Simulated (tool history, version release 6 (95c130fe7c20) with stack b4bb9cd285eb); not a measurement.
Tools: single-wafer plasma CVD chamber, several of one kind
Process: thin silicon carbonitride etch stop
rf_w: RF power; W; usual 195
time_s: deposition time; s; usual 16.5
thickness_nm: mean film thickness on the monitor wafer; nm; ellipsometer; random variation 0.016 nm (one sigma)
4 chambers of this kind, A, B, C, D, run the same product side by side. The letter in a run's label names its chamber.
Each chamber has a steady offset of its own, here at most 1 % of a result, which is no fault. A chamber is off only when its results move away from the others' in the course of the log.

| run | hour | rf_w | time_s | read-back reference wafer on the same gauge, thickness_nm | thickness_nm |
|---|---|---|---|---|---|
|  | 6.7 | chamber C: thermocouple changed; heater temperature recalibrated |
| 1B | 6.9 | 195 | 16.5 | 9.0483 | 9.3321 |
| 2C | 20.1 | 195 | 16.5 | 9.0435 | 9.2486 |
| 3A | 30.7 | 195 | 16.5 | 9.0416 | 9.3543 |
| 4D | 36.9 | 195 | 16.5 | 9.0393 | 9.3203 |
| 5D | 50.5 | 195 | 16.5 | 9.0371 | 9.313 |
| 6B | 62.5 | 195 | 16.5 | 9.0365 | 9.2886 |
| 7C | 72 | 195 | 16.5 | 9.0292 | 9.2336 |
| 8A | 84.5 | 195 | 16.5 | 9.0279 | 9.3285 |
| 9B | 94.4 | 195 | 15.1 | 9.0242 | 8.47 |
| 10D | 102.3 | 195 | 15.1 | 9.0202 | 8.4996 |
| 11A | 108.9 | 195 | 15.1 | 9.0179 | 8.5434 |
| 12C | 118.3 | 195 | 15.1 | 9.0153 | 8.4458 |
| 13A | 127.2 | 195 | 16.5 | 9.0153 | 9.3622 |
| 14D | 135.1 | 195 | 16.5 | 9.0134 | 9.2818 |
| 15B | 144.9 | 195 | 16.5 | 9.0063 | 9.2536 |
| 16C | 152.7 | 165 | 16.5 | 9.0109 | 8.7828 |
| 17C | 162.9 | 165 | 16.5 | 9.0067 | 8.7901 |
| 18B | 172.4 | 165 | 16.5 | 9.0004 | 8.8227 |
| 19D | 180.2 | 165 | 16.5 | 8.9987 | 8.846 |
| 20A | 190.7 | 195 | 16.5 | 8.9963 | 9.3403 |
| 21B | 197.4 | 195 | 16.5 | 8.9947 | 9.2464 |
| 22D | 204.3 | 195 | 16.5 | 8.9938 | 9.2947 |
| 23C | 212.6 | 195 | 16.5 | 8.9898 | 9.2064 |
| 24A | 226 | 195 | 16.5 | 8.9919 | 9.3343 |

Is one chamber off against the others, does the gauge drift, or is nothing wrong? If a chamber is off, say which, and what the likeliest cause is.

The gauge drifts, so all chambers seem to drift together. No chamber is off.
Cause: gauge reads low (%) = 0.711.

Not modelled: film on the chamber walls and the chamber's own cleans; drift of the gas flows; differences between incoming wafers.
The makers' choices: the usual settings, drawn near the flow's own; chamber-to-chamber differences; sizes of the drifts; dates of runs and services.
